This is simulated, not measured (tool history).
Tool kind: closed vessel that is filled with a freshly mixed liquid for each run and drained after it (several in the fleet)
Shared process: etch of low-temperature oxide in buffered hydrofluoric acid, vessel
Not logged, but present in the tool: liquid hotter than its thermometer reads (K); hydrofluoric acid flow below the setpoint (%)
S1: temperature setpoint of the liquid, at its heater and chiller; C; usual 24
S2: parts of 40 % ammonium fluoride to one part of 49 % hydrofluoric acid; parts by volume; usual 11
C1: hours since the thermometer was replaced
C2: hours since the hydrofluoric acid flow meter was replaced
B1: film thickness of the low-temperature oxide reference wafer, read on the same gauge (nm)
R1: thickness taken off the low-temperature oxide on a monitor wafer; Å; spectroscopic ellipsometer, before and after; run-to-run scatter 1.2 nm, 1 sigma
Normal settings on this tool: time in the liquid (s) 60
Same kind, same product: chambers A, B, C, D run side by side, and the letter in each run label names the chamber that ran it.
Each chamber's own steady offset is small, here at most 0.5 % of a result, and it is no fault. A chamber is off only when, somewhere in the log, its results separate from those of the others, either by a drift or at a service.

{"run": "1D", "hour": 5.0, "S1": 24, "S2": 11, "time in the liquid (s)": 60, "C1": 250, "C2": 248.1, "B1": 120.02, "R1": 1858.8}
{"run": "2A", "hour": 9.8, "S1": 24, "S2": 11, "time in the liquid (s)": 60, "C1": 854.7, "C2": 840.1, "B1": 119.97, "R1": 1838.1}
{"run": "3B", "hour": 13.8, "S1": 24, "S2": 11, "time in the liquid (s)": 60, "C1": 648.3, "C2": 858.5, "B1": 120.01, "R1": 1867.5}
{"run": "4C", "hour": 19.6, "S1": 24, "S2": 11, "time in the liquid (s)": 60, "C1": 155.4, "C2": 884.8, "B1": 119.99, "R1": 1868.3}
{"run": "5D", "hour": 22.7, "S1": 24, "S2": 11, "time in the liquid (s)": 60, "C1": 267.7, "C2": 265.8, "B1": 119.98, "R1": 1866.5}
{"run": "6A", "hour": 26.0, "S1": 24, "S2": 11, "time in the liquid (s)": 60, "C1": 870.9, "C2": 856.3, "B1": 119.99, "R1": 1845.7}
{"run": "7B", "hour": 32.6, "S1": 24, "S2": 11, "time in the liquid (s)": 60, "C1": 667.1, "C2": 877.3, "B1": 119.96, "R1": 1834.5}
{"run": "8C", "hour": 38.5, "S1": 24, "S2": 11, "time in the liquid (s)": 60, "C1": 174.3, "C2": 903.7, "B1": 120, "R1": 1855.1}
{"run": "9D", "hour": 41.6, "S1": 24, "S2": 11, "time in the liquid (s)": 60, "C1": 286.6, "C2": 284.7, "B1": 119.98, "R1": 1860.5}
{"run": "10C", "hour": 47.2, "S1": 24, "S2": 11, "time in the liquid (s)": 60, "C1": 183, "C2": 912.4, "B1": 119.99, "R1": 1881}
{"run": "11A", "hour": 53.6, "S1": 24, "S2": 11, "time in the liquid (s)": 60, "C1": 898.5, "C2": 883.9, "B1": 120, "R1": 1852.4}
{"hour": 58.1, "done": "chamber B: hydrofluoric acid flow meter replaced"}
{"run": "12B", "hour": 58.3, "S1": 24, "S2": 11, "time in the liquid (s)": 60, "C1": 692.8, "C2": 0.2, "B1": 119.98, "R1": 1848.9}
{"run": "13B", "hour": 64.9, "S1": 24, "S2": 11, "time in the liquid (s)": 40, "C1": 699.4, "C2": 6.8, "B1": 120, "R1": 1237}
{"run": "14A", "hour": 69.0, "S1": 24, "S2": 11, "time in the liquid (s)": 40, "C1": 913.9, "C2": 899.3, "B1": 120.02, "R1": 1230.5}
{"run": "15D", "hour": 73.1, "S1": 24, "S2": 11, "time in the liquid (s)": 40, "C1": 318.1, "C2": 316.2, "B1": 120.06, "R1": 1253.7}
{"run": "16C", "hour": 79.6, "S1": 24, "S2": 11, "time in the liquid (s)": 40, "C1": 215.4, "C2": 944.8, "B1": 120.04, "R1": 1251.5}
{"run": "17A", "hour": 84.6, "S1": 24, "S2": 11, "time in the liquid (s)": 60, "C1": 929.5, "C2": 914.9, "B1": 120, "R1": 1867.9}
{"run": "18C", "hour": 89.2, "S1": 24, "S2": 11, "time in the liquid (s)": 60, "C1": 225, "C2": 954.4, "B1": 119.95, "R1": 1869.5}
{"run": "19B", "hour": 93.7, "S1": 24, "S2": 11, "time in the liquid (s)": 60, "C1": 728.2, "C2": 35.6, "B1": 119.96, "R1": 1899.7}
{"run": "20D", "hour": 97.1, "S1": 24, "S2": 11, "time in the liquid (s)": 60, "C1": 342.1, "C2": 340.2, "B1": 120.01, "R1": 1862.6}
{"run": "21B", "hour": 100.9, "S1": 24, "S2": 11, "time in the liquid (s)": 60, "C1": 735.4, "C2": 42.8, "B1": 120.03, "R1": 1875.6}
{"run": "22A", "hour": 105.1, "S1": 24, "S2": 11, "time in the liquid (s)": 60, "C1": 950, "C2": 935.4, "B1": 120.02, "R1": 1858.5}
{"run": "23C", "hour": 110.4, "S1": 24, "S2": 11, "time in the liquid (s)": 60, "C1": 246.2, "C2": 975.6, "B1": 120, "R1": 1850}
{"run": "24D", "hour": 115.8, "S1": 24, "S2": 11, "time in the liquid (s)": 60, "C1": 360.8, "C2": 358.9, "B1": 119.99, "R1": 1878.9}
{"run": "25D", "hour": 119.2, "S1": 24, "S2": 11, "time in the liquid (s)": 60, "C1": 364.2, "C2": 362.3, "B1": 120.05, "R1": 1865.9}
{"run": "26A", "hour": 123.6, "S1": 26.5, "S2": 11, "time in the liquid (s)": 60, "C1": 968.5, "C2": 953.9, "B1": 119.98, "R1": 2093.7}
{"run": "27C", "hour": 129.0, "S1": 26.5, "S2": 11, "time in the liquid (s)": 60, "C1": 264.8, "C2": 994.2, "B1": 120.05, "R1": 2133.6}
{"run": "28B", "hour": 134.5, "S1": 26.5, "S2": 11, "time in the liquid (s)": 60, "C1": 769, "C2": 76.4, "B1": 120.04, "R1": 2201.4}
{"run": "29D", "hour": 139.5, "S1": 26.5, "S2": 11, "time in the liquid (s)": 60, "C1": 384.5, "C2": 382.6, "B1": 120, "R1": 2132.1}
{"run": "30A", "hour": 143.0, "S1": 24, "S2": 11, "time in the liquid (s)": 60, "C1": 987.9, "C2": 973.3, "B1": 119.99, "R1": 1869.1}
{"run": "31C", "hour": 148.3, "S1": 24, "S2": 11, "time in the liquid (s)": 60, "C1": 284.1, "C2": 1013.5, "B1": 120.03, "R1": 1856.6}
{"run": "32B", "hour": 153.7, "S1": 24, "S2": 11, "time in the liquid (s)": 60, "C1": 788.2, "C2": 95.6, "B1": 119.99, "R1": 1959.4}
{"run": "33D", "hour": 159.5, "S1": 24, "S2": 11, "time in the liquid (s)": 60, "C1": 404.5, "C2": 402.6, "B1": 119.99, "R1": 1865.8}
{"run": "34C", "hour": 165.3, "S1": 24, "S2": 11, "time in the liquid (s)": 60, "C1": 301.1, "C2": 1030.5, "B1": 119.99, "R1": 1883.7}
{"run": "35A", "hour": 171.9, "S1": 24, "S2": 11, "time in the liquid (s)": 60, "C1": 1016.8, "C2": 1002.2, "B1": 119.96, "R1": 1856.7}
{"run": "36B", "hour": 178.0, "S1": 24, "S2": 11, "time in the liquid (s)": 60, "C1": 812.5, "C2": 119.9, "B1": 119.98, "R1": 2015.3}
{"run": "37D", "hour": 182.7, "S1": 24, "S2": 11, "time in the liquid (s)": 60, "C1": 427.7, "C2": 425.8, "B1": 120.03, "R1": 1852}

Next, every chamber runs the same settings. What will each give?
{"run": "38A", "hour": 187.5, "S1": 24, "S2": 11, "time in the liquid (s)": 60, "R1": "?"}
{"run": "38B", "hour": 187.5, "S1": 24, "S2": 11, "time in the liquid (s)": 60, "R1": "?"}
{"run": "38C", "hour": 187.5, "S1": 24, "S2": 11, "time in the liquid (s)": 60, "R1": "?"}
{"run": "38D", "hour": 187.5, "S1": 24, "S2": 11, "time in the liquid (s)": 60, "R1": "?"}

run=38A R1=1845.3
run=38B R1=2003
run=38C R1=1883.1
run=38D R1=1869.3

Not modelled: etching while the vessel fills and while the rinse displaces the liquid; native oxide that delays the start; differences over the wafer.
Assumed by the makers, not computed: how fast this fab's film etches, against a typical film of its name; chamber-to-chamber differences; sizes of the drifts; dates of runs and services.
